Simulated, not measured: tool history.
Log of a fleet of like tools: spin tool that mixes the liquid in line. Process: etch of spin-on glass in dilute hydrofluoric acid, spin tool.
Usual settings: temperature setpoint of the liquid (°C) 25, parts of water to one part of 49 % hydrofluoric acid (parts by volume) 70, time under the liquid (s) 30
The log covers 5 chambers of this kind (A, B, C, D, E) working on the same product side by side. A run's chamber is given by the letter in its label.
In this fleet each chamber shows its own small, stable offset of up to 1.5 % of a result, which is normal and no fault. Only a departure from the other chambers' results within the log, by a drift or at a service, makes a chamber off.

run	hour	temperature setpoint of the liquid (°C)	parts of water to one part of 49 % hydrofluoric acid (parts by volume)	time under the liquid (s)	hours since the thermometer was replaced	hours since the hydrofluoric acid flow meter was replaced	read-back film thickness of the spin-on glass reference wafer, read on the same gauge (nm)	thickness taken off the spin-on glass on a monitor wafer (Å)
1B	15.7	25	70	30	1172.6	57.6	39.986	280.27
2D	31.4	25	70	30	112	1644	40	281.99
3C	41.3	25	70	30	723.6	43	40.023	280.91
# hour 51: chamber E: hydrofluoric acid flow meter replaced
4E	55	25	70	30	861.6	4.1	39.987	276.15
5A	69.5	25	70	30	747.5	1178.4	40	277.34
6E	83.6	25	70	30	890.2	32.7	40.005	277.93
7B	97.6	25	70	30	1254.5	139.5	40.015	280.63
8A	106.4	25	70	30	784.4	1215.3	39.988	276.15
9C	117	25	70	30	799.3	118.7	40.016	284.87
10D	133	25	70	30	213.6	1745.6	39.963	280.95
11B	146.2	25	70	30	1303.1	188.1	39.956	279.11
12A	155.6	25	70	30	833.6	1264.5	39.98	276.12
13D	166.3	26.5	70	40	246.9	1778.9	39.988	400.9
14E	178.8	26.5	70	40	985.4	127.9	40.015	393.61
# hour 184.7: chamber A: thermometer replaced
15C	193.3	26.5	70	40	875.6	195	39.987	397.85
16A	209.1	26.5	70	40	24.5	1318	39.988	393.59
17D	222.5	26.5	70	40	303.1	1835.1	39.982	396.72
18E	230.4	25	70	30	1037	179.5	39.995	281.02
19B	237.9	25	70	30	1394.8	279.8	40.017	279.6
20C	251.1	25	70	30	933.4	252.8	39.991	282.92
21D	266.8	25	70	30	347.4	1879.4	40.004	281.24
22A	280.1	25	70	30	95.5	1389	39.989	277.36
23C	287.5	25	70	20	969.8	289.2	39.989	187.59
24B	294.6	25	70	20	1451.5	336.5	40.003	186
25E	301.9	25	70	20	1108.5	251	40.003	185.5
26A	315.4	25	70	20	130.8	1424.3	40.056	184.19
27E	329	25	70	20	1135.6	278.1	40.027	187.34
28C	340.1	25	70	30	1022.4	341.8	40.005	281.87
29B	348.3	25	70	30	1505.2	390.2	40.036	280.27
30D	364.1	25	70	30	444.7	1976.7	40.042	283.83
31C	375.1	22.5	70	30	1057.4	376.8	39.993	253.72
32A	384.9	22.5	70	30	200.3	1493.8	39.999	250.5

All 5 chambers run these settings next. Forecast each chamber's results:
33A	396.3	25	70	20				?
33B	396.3	25	70	20				?
33C	396.3	25	70	20				?
33D	396.3	25	70	20				?
33E	396.3	25	70	20				?

run	thickness taken off the spin-on glass on a monitor wafer (Å)
33A	184.71
33B	185.14
33C	189.17
33D	187.55
33E	184.19

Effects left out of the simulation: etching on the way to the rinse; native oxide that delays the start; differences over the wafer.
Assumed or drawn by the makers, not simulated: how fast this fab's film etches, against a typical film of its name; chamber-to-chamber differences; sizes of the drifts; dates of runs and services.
